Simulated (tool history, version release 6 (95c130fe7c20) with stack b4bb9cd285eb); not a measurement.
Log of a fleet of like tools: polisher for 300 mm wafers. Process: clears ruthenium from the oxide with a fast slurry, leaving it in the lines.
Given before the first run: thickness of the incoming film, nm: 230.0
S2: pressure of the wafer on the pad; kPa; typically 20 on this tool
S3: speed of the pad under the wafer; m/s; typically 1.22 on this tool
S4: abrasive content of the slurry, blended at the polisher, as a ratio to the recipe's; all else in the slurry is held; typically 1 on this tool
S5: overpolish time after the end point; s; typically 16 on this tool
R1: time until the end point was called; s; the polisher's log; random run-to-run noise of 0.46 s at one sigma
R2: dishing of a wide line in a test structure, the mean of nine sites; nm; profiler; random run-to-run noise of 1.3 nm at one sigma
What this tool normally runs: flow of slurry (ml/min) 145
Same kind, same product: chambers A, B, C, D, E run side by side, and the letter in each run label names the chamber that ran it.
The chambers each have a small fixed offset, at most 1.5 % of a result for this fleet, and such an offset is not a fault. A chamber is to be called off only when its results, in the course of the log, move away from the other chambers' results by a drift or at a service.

run 1B hour=4.6 | flow_of_slurry_(ml/min)=145 S2=20 S3=1.22 S4=1 S5=16 | R1=49.677 R2=58.117
-- hour=6.2 chamber A: worn pad replaced by a new one
run 2D hour=9.3 | flow_of_slurry_(ml/min)=145 S2=20 S3=1.22 S4=1 S5=16 | R1=50.434 R2=56.888
run 3E hour=15 | flow_of_slurry_(ml/min)=145 S2=20 S3=1.22 S4=1 S5=16 | R1=50.619 R2=58.289
-- hour=18.7 chamber D: slurry nozzle cleaned
run 4C hour=18.8 | flow_of_slurry_(ml/min)=145 S2=20 S3=1.22 S4=1 S5=16 | R1=50.322 R2=57.489
run 5A hour=23.7 | flow_of_slurry_(ml/min)=145 S2=20 S3=1.22 S4=1 S5=16 | R1=49.438 R2=60.451
-- hour=24.6 chamber C: head pressure recalibrated
run 6E hour=26.8 | flow_of_slurry_(ml/min)=145 S2=20 S3=0.84 S4=1.1 S5=16 | R1=69.766 R2=42.205
run 7A hour=30.3 | flow_of_slurry_(ml/min)=145 S2=20 S3=0.84 S4=1.1 S5=16 | R1=70.326 R2=43.191
run 8D hour=35.7 | flow_of_slurry_(ml/min)=145 S2=20 S3=0.84 S4=1.1 S5=16 | R1=69.349 R2=42.974
run 9C hour=40.8 | flow_of_slurry_(ml/min)=145 S2=20 S3=0.84 S4=1.1 S5=16 | R1=70.254 R2=43.829
-- hour=42.2 chamber D: worn pad replaced by a new one
run 10B hour=45.3 | flow_of_slurry_(ml/min)=145 S2=20 S3=0.84 S4=1.1 S5=16 | R1=69.829 R2=43.46
run 11C hour=49.3 | flow_of_slurry_(ml/min)=145 S2=20 S3=1.22 S4=1 S5=16 | R1=49.863 R2=58.007
run 12B hour=54.5 | flow_of_slurry_(ml/min)=145 S2=20 S3=1.22 S4=1 S5=16 | R1=50.535 R2=58.441
-- hour=56.5 chamber A: slurry nozzle cleaned
run 13E hour=60.6 | flow_of_slurry_(ml/min)=145 S2=20 S3=1.22 S4=1 S5=16 | R1=50.117 R2=58.253
-- hour=62.6 chamber A: worn pad replaced by a new one
run 14A hour=65.3 | flow_of_slurry_(ml/min)=145 S2=20 S3=1.22 S4=1 S5=16 | R1=49.548 R2=57.194
-- hour=67.2 chamber B: worn pad replaced by a new one
run 15D hour=70.7 | flow_of_slurry_(ml/min)=145 S2=20 S3=1.22 S4=1 S5=16 | R1=49.971 R2=56.72
run 16D hour=74.7 | flow_of_slurry_(ml/min)=145 S2=20 S3=1.22 S4=1 S5=16 | R1=50.072 R2=56.345
run 17A hour=78.7 | flow_of_slurry_(ml/min)=145 S2=20 S3=1.22 S4=1 S5=16 | R1=49.493 R2=58.228
run 18B hour=83.2 | flow_of_slurry_(ml/min)=145 S2=20 S3=1.22 S4=1 S5=16 | R1=49.836 R2=54.65
-- hour=85.1 chamber E: slurry nozzle cleaned
run 19E hour=88.4 | flow_of_slurry_(ml/min)=145 S2=20 S3=1.22 S4=1 S5=16 | R1=49.877 R2=56.938
-- hour=91 chamber E: worn pad replaced by a new one
run 20C hour=92.2 | flow_of_slurry_(ml/min)=145 S2=20 S3=1.22 S4=1 S5=16 | R1=51.042 R2=56.78
-- hour=92.6 chamber E: slurry blender recalibrated
run 21D hour=97.2 | flow_of_slurry_(ml/min)=145 S2=20 S3=1.22 S4=1 S5=16 | R1=50.283 R2=57.134
run 22E hour=100.6 | flow_of_slurry_(ml/min)=145 S2=20 S3=1.22 S4=1 S5=16 | R1=49.597 R2=57.687
-- hour=103 chamber C: slurry blender recalibrated
run 23A hour=104.5 | flow_of_slurry_(ml/min)=145 S2=20 S3=1.22 S4=1 S5=16 | R1=49.642 R2=60.128
run 24C hour=109.8 | flow_of_slurry_(ml/min)=145 S2=20 S3=1.22 S4=1 S5=16 | R1=52.041 R2=56.614
run 25B hour=115.1 | flow_of_slurry_(ml/min)=145 S2=20 S3=1.36 S4=1 S5=19 | R1=44.461 R2=71.895
-- hour=117.5 chamber A: worn pad replaced by a new one
run 26B hour=118 | flow_of_slurry_(ml/min)=145 S2=20 S3=1.36 S4=1 S5=19 | R1=45.708 R2=72.605
run 27E hour=122.7 | flow_of_slurry_(ml/min)=145 S2=20 S3=1.36 S4=1 S5=19 | R1=45.077 R2=69.631
run 28A hour=128 | flow_of_slurry_(ml/min)=145 S2=20 S3=1.36 S4=1 S5=19 | R1=44.393 R2=74.145
run 29D hour=130.7 | flow_of_slurry_(ml/min)=145 S2=20 S3=1.36 S4=1 S5=19 | R1=45.8 R2=71.426
run 30C hour=135.2 | flow_of_slurry_(ml/min)=145 S2=20 S3=1.22 S4=1 S5=16 | R1=53.778 R2=53.722
-- hour=138.6 chamber B: head pressure recalibrated
-- hour=138.8 chamber B: worn pad replaced by a new one
run 31B hour=139.4 | flow_of_slurry_(ml/min)=145 S2=20 S3=1.22 S4=1 S5=16 | R1=51.297 R2=58.703
-- hour=140.2 chamber D: slurry blender recalibrated
run 32A hour=144 | flow_of_slurry_(ml/min)=115 S2=20 S3=1.22 S4=1 S5=22 | R1=51.878 R2=74.641
run 33D hour=149.8 | flow_of_slurry_(ml/min)=115 S2=20 S3=1.22 S4=1 S5=22 | R1=51.898 R2=72.077
-- hour=153.6 chamber D: worn pad replaced by a new one
run 34E hour=155 | flow_of_slurry_(ml/min)=115 S2=20 S3=1.22 S4=1 S5=22 | R1=52.821 R2=72.9
run 35C hour=158.8 | flow_of_slurry_(ml/min)=115 S2=20 S3=1.22 S4=1 S5=22 | R1=56.137 R2=67.811
run 36D hour=164.2 | flow_of_slurry_(ml/min)=115 S2=20 S3=1.22 S4=1 S5=22 | R1=53.128 R2=73.944

Which is it: a chamber that has drifted or been left off by a service, a gauge drift common to all chambers, or only each chamber's usual small offset? If a chamber is off, name it and its likeliest cause.

Chamber C drifts away from the others.
Cause: removal rate lost through wear of the pad, % = 7.62.
The log may not separate it from: slurry flow missing at the pad, %; head's pressure below its setpoint, %.

Chamber C could run next with any of the 4 candidate recipes listed below; each alters the usual settings, and their results appear as question marks. Which one brings its results back in line with what the other chambers deliver on the usual settings?
To be in line, a result may differ from the other chambers' mean on the usual settings by at most: R1 1.6 s; R2 4.6 nm
run 37C-1 hour=168.7 | flow_of_slurry_(ml/min)=145 S2=20 S3=1.2 S4=1 S5=16 | R1=? R2=?
run 37C-2 hour=168.7 | flow_of_slurry_(ml/min)=145 S2=19.3 S3=1.18 S4=1 S5=16 | R1=? R2=?
run 37C-3 hour=168.7 | flow_of_slurry_(ml/min)=145 S2=20.7 S3=1.28 S4=1 S5=16 | R1=? R2=?
run 37C-4 hour=168.7 | flow_of_slurry_(ml/min)=145 S2=20 S3=1.24 S4=1 S5=16 | R1=? R2=?

Mean of the other chambers on the usual settings: R1 50.214 s; R2 57.684 nm
run=37C-1 R1=55.311 R2=51.932
run=37C-2 R1=58.25 R2=49.63
run=37C-3 R1=50.158 R2=56.523
run=37C-4 R1=53.547 R2=53.418
37C-3 is the one that brings the chamber's results back in line with the other chambers.
